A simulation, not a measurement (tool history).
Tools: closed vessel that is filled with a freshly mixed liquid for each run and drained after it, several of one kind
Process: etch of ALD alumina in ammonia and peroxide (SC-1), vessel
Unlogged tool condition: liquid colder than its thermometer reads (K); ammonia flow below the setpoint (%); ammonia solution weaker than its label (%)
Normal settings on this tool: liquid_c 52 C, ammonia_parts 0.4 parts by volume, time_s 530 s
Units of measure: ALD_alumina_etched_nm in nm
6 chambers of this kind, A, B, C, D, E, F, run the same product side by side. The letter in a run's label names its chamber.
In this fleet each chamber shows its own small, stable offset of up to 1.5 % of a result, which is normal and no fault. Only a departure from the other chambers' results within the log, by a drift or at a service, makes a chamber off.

| run | hour | liquid_c | ammonia_parts | time_s | hours since the thermometer was replaced | hours since the ammonia flow meter was replaced | hours since the drum of ammonia solution was connected | read-back film thickness of the ALD alumina reference wafer, read on the same gauge (nm) | ALD_alumina_etched_nm |
|---|---|---|---|---|---|---|---|---|---|
| 1C | 5.3 | 52 | 0.4 | 530 | 2133.1 | 848.8 | 239.4 | 39.967 | 22.495 |
| 2F | 12.3 | 52 | 0.4 | 530 | 483.6 | 966.9 | 157.6 | 40.035 | 22.511 |
| 3A | 17.4 | 52 | 0.4 | 530 | 249.7 | 810 | 190.8 | 39.97 | 22.764 |
| 4E | 20.8 | 52 | 0.4 | 530 | 180.6 | 754 | 39.3 | 39.999 | 22.55 |
| 5D | 25.5 | 52 | 0.4 | 530 | 492 | 52.9 | 291.6 | 40.032 | 22.517 |
| 6B | 28.7 | 52 | 0.4 | 530 | 1347.4 | 946.9 | 41.7 | 39.989 | 22.632 |
| 7C | 34.9 | 52 | 0.4 | 530 | 2162.7 | 878.4 | 269 | 40.035 | 22.621 |
| 8D | 38 | 52 | 0.4 | 530 | 504.5 | 65.4 | 304.1 | 40.004 | 22.688 |
| 9E | 41.9 | 47 | 0.35 | 530 | 201.7 | 775.1 | 60.4 | 39.96 | 17.091 |
| 10B | 46.7 | 47 | 0.35 | 530 | 1365.4 | 964.9 | 59.7 | 39.998 | 17.055 |
| 11A | 53.5 | 47 | 0.35 | 530 | 285.8 | 846.1 | 226.9 | 39.986 | 16.915 |
| 12F | 57.3 | 47 | 0.35 | 530 | 528.6 | 1011.9 | 202.6 | 40.039 | 16.968 |
| 13D | 63.7 | 47 | 0.35 | 530 | 530.2 | 91.1 | 329.8 | 39.984 | 17.015 |
| 14F | 69.3 | 47 | 0.35 | 530 | 540.6 | 1023.9 | 214.6 | 39.975 | 17.055 |
| 15E | 74.5 | 52 | 0.4 | 530 | 234.3 | 807.7 | 93 | 40.003 | 22.619 |
| 16B | 81 | 52 | 0.4 | 530 | 1399.7 | 999.2 | 94 | 40.016 | 22.563 |
| 17A | 84.8 | 52 | 0.4 | 530 | 317.1 | 877.4 | 258.2 | 40.002 | 22.688 |
| 18C | 90.7 | 52 | 0.4 | 530 | 2218.5 | 934.2 | 324.8 | 39.935 | 22.88 |
| 19D | 95 | 52 | 0.4 | 530 | 561.5 | 122.4 | 361.1 | 40.009 | 22.736 |
| 20C | 98.7 | 52 | 0.4 | 530 | 2226.5 | 942.2 | 332.8 | 39.996 | 22.905 |
| 21E | 102.4 | 52 | 0.4 | 530 | 262.2 | 835.6 | 120.9 | 40.012 | 22.98 |
| 22A | 106.3 | 52 | 0.4 | 530 | 338.6 | 898.9 | 279.7 | 40.014 | 22.79 |
| 23B | 109.6 | 52 | 0.4 | 530 | 1428.3 | 1027.8 | 122.6 | 39.937 | 22.868 |
| 24F | 116.4 | 52 | 0.4 | 530 | 587.7 | 1071 | 261.7 | 40.033 | 22.785 |
| 25B | 120.2 | 52 | 0.4 | 530 | 1438.9 | 1038.4 | 133.2 | 40.007 | 22.638 |
| 26A | 125.6 | 52 | 0.4 | 530 | 357.9 | 918.2 | 299 | 39.967 | 23.044 |
| 27C | 132.3 | 52 | 0.4 | 530 | 2260.1 | 975.8 | 366.4 | 39.975 | 22.771 |
| 28D | 135.8 | 52 | 0.4 | 530 | 602.3 | 163.2 | 401.9 | 40.012 | 22.671 |
|  | 140.4 | chamber D: new drum of ammonia solution connected |
| 29E | 140.8 | 52 | 0.4 | 530 | 300.6 | 874 | 159.3 | 40.007 | 23.218 |
| 30F | 145.5 | 52 | 0.4 | 530 | 616.8 | 1100.1 | 290.8 | 39.959 | 22.518 |
| 31E | 151.1 | 52 | 0.4 | 530 | 310.9 | 884.3 | 169.6 | 39.996 | 22.75 |
| 32B | 154.8 | 52 | 0.4 | 530 | 1473.5 | 1073 | 167.8 | 40.007 | 22.303 |
| 33A | 161.8 | 52 | 0.4 | 530 | 394.1 | 954.4 | 335.2 | 39.984 | 22.64 |
| 34D | 168.3 | 52 | 0.4 | 530 | 634.8 | 195.7 | 28 | 40 | 22.193 |
| 35F | 174.6 | 52 | 0.4 | 530 | 645.9 | 1129.2 | 319.9 | 39.987 | 22.402 |
| 36C | 179.6 | 48 | 0.4 | 530 | 2307.4 | 1023.1 | 413.7 | 40.044 | 18.389 |
| 37D | 182.8 | 48 | 0.4 | 530 | 649.3 | 210.2 | 42.5 | 40.031 | 18.32 |
| 38F | 186.2 | 48 | 0.4 | 530 | 657.5 | 1140.8 | 331.5 | 40.04 | 18.295 |
| 39C | 191.3 | 48 | 0.4 | 530 | 2319.1 | 1034.8 | 425.4 | 39.947 | 18.076 |
| 40A | 195.2 | 48 | 0.4 | 530 | 427.5 | 987.8 | 368.6 | 40.018 | 18.259 |
| 41B | 202 | 48 | 0.4 | 530 | 1520.7 | 1120.2 | 215 | 40.061 | 18.203 |

Does one chamber stand apart from the rest, does the shared gauge drift, or is all well apart from small per-chamber offsets? Give the chamber and the most likely cause, where there is one.

Neither any chamber nor the gauge drifts; the chambers differ only by their own small, steady offsets.
